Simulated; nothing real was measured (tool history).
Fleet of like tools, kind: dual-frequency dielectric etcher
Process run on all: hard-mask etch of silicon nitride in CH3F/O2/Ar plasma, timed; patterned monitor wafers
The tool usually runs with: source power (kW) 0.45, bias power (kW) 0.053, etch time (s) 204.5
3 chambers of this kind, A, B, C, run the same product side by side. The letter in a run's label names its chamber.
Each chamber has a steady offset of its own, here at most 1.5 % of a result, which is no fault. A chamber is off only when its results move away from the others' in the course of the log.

run,day,source power (kW),bias power (kW),etch time (s),"read-back reference wafer on the same gauge, depth_nm",mean etch depth across the wafer (Å)
1C,0.146,0.45,0.053,204.5,161,1362.4
2B,0.262,0.45,0.053,204.5,160.92,1367.5
3A,0.346,0.45,0.053,204.5,160.88,1366.3
4A,0.467,0.45,0.053,204.5,160.86,1365.3
5C,0.554,0.45,0.053,177.5,160.9,1183.2
6B,0.696,0.45,0.053,177.5,160.85,1185.3
7C,0.867,0.45,0.053,177.5,160.8,1180.8
8B,1.038,0.45,0.053,204.5,160.71,1369.3
9A,1.175,0.45,0.053,204.5,160.82,1368.1
10A,1.283,0.45,0.053,229.5,160.71,1530.1
11C,1.454,0.45,0.053,229.5,160.72,1529.6
12B,1.633,0.45,0.053,229.5,160.59,1537.4
13A,1.808,0.45,0.053,204.5,160.55,1358.1
14C,1.938,0.45,0.053,204.5,160.52,1359.7
15B,2.033,0.45,0.053,204.5,160.52,1365.9
16C,2.196,0.45,0.053,204.5,160.5,1357.3
17B,2.375,0.37,0.053,204.5,160.47,1263.3
18A,2.546,0.37,0.053,204.5,160.43,1259.9
19C,2.683,0.37,0.053,204.5,160.43,1257.6
20B,2.783,0.45,0.06,204.5,160.34,1414.6
21A,2.875,0.45,0.06,204.5,160.27,1413.4
22C,2.996,0.45,0.06,204.5,160.28,1414.8
23B,3.15,0.45,0.053,204.5,160.25,1360.5
24A,3.25,0.45,0.053,204.5,160.19,1357.6
25B,3.35,0.45,0.053,204.5,160.17,1361.7
26C,3.525,0.45,0.053,204.5,160.22,1354.9
27A,3.704,0.45,0.053,204.5,160.12,1357
28A,3.796,0.45,0.063,204.5,160.16,1434.4
29C,3.938,0.45,0.063,204.5,160.05,1435.6
30B,4.029,0.45,0.063,204.5,160.04,1437.5
31B,4.142,0.45,0.053,204.5,160.11,1360.1

Which is it: a chamber that has drifted or been left off by a service, a gauge drift common to all chambers, or only each chamber's usual small offset? If a chamber is off, name it and its likeliest cause.

The shared gauge is drifting. All chambers look as if they move in step, but none is off.
What lies behind it: gauge reads low (%) = 0.61.
